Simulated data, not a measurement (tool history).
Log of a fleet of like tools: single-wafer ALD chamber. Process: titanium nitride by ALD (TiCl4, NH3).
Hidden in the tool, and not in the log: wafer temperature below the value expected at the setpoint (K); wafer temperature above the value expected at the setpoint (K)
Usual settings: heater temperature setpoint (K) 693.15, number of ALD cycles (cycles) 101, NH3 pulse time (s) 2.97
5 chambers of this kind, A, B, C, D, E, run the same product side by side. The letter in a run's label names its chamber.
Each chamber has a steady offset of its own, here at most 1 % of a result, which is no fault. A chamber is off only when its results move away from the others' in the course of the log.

run	hour	heater temperature setpoint (K)	number of ALD cycles (cycles)	NH3 pulse time (s)	hours since the last thermocouple change	read-back reference wafer on the same gauge, thickness_nm	mean film thickness on the monitor wafer (angstrom)
1C	6.7	693.15	101	2.97	1946.4	2.1507	22.736
2A	12.1	693.15	101	2.97	922.7	2.1504	22.508
3B	22.1	693.15	101	2.97	186.4	2.1510	22.517
4E	29.6	693.15	101	2.97	517.1	2.1510	22.814
5D	36.8	693.15	101	2.97	1118.1	2.1513	22.715
6B	45.9	693.15	101	2.97	210.2	2.1517	22.503
7D	55.6	693.15	92	3.33	1136.9	2.1520	20.747
8C	63.5	693.15	92	3.33	2003.2	2.1523	20.768
9A	73.0	693.15	92	3.33	983.6	2.1525	20.572
10E	80.9	693.15	92	3.33	568.4	2.1524	20.823
# hour 81.6: chamber C: thermocouple changed; heater temperature recalibrated
11A	86.5	693.15	92	3.33	997.1	2.1528	20.555
12B	92.4	693.15	101	2.97	256.7	2.1531	22.524
13C	98.5	681.15	101	3.59	17.0	2.1537	22.839
# hour 105.1: chamber D: thermocouple changed; heater temperature recalibrated
14E	106.2	681.15	101	3.59	593.7	2.1536	22.891
15D	111.0	681.15	101	3.59	6.0	2.1537	22.826
16E	120.9	681.15	101	3.59	608.4	2.1545	22.905
17C	126.4	681.15	101	3.59	44.9	2.1539	22.859
18D	136.4	693.15	101	2.97	31.4	2.1550	22.725
19B	142.8	683.15	101	2.97	307.1	2.1550	22.500
20A	148.1	683.15	101	2.97	1058.7	2.1545	22.533
21C	156.4	683.15	101	2.97	74.9	2.1551	22.752
22B	161.9	683.15	101	2.97	326.2	2.1556	22.525
23A	170.0	683.15	101	2.97	1080.6	2.1554	22.527
24E	177.5	693.15	101	2.97	665.0	2.1562	22.877
25D	182.5	693.15	101	2.97	77.5	2.1560	22.749
26D	189.1	699.15	83	2.97	84.1	2.1563	18.735
27B	197.3	699.15	83	2.97	361.6	2.1571	18.532
28C	207.3	699.15	83	2.97	125.8	2.1567	18.752
29A	214.4	699.15	83	2.97	1125.0	2.1568	18.609
30E	220.3	699.15	83	2.97	707.8	2.1567	18.826
31D	226.5	693.15	101	2.97	121.5	2.1571	22.788
32E	232.2	693.15	101	2.97	719.7	2.1582	22.859
33A	238.0	693.15	101	2.97	1148.6	2.1578	22.550
34B	246.8	693.15	101	2.97	411.1	2.1573	22.579
35C	256.5	693.15	101	2.97	175.0	2.1587	22.790
36D	265.1	693.15	101	2.97	160.1	2.1592	22.777

Next, every chamber runs the same settings. What will each give?
37A	272.3	693.15	101	2.97			?
37B	272.3	693.15	101	2.97			?
37C	272.3	693.15	101	2.97			?
37D	272.3	693.15	101	2.97			?
37E	272.3	693.15	101	2.97			?

run	mean film thickness on the monitor wafer (angstrom)
37A	22.643
37B	22.628
37C	22.843
37D	22.772
37E	22.891
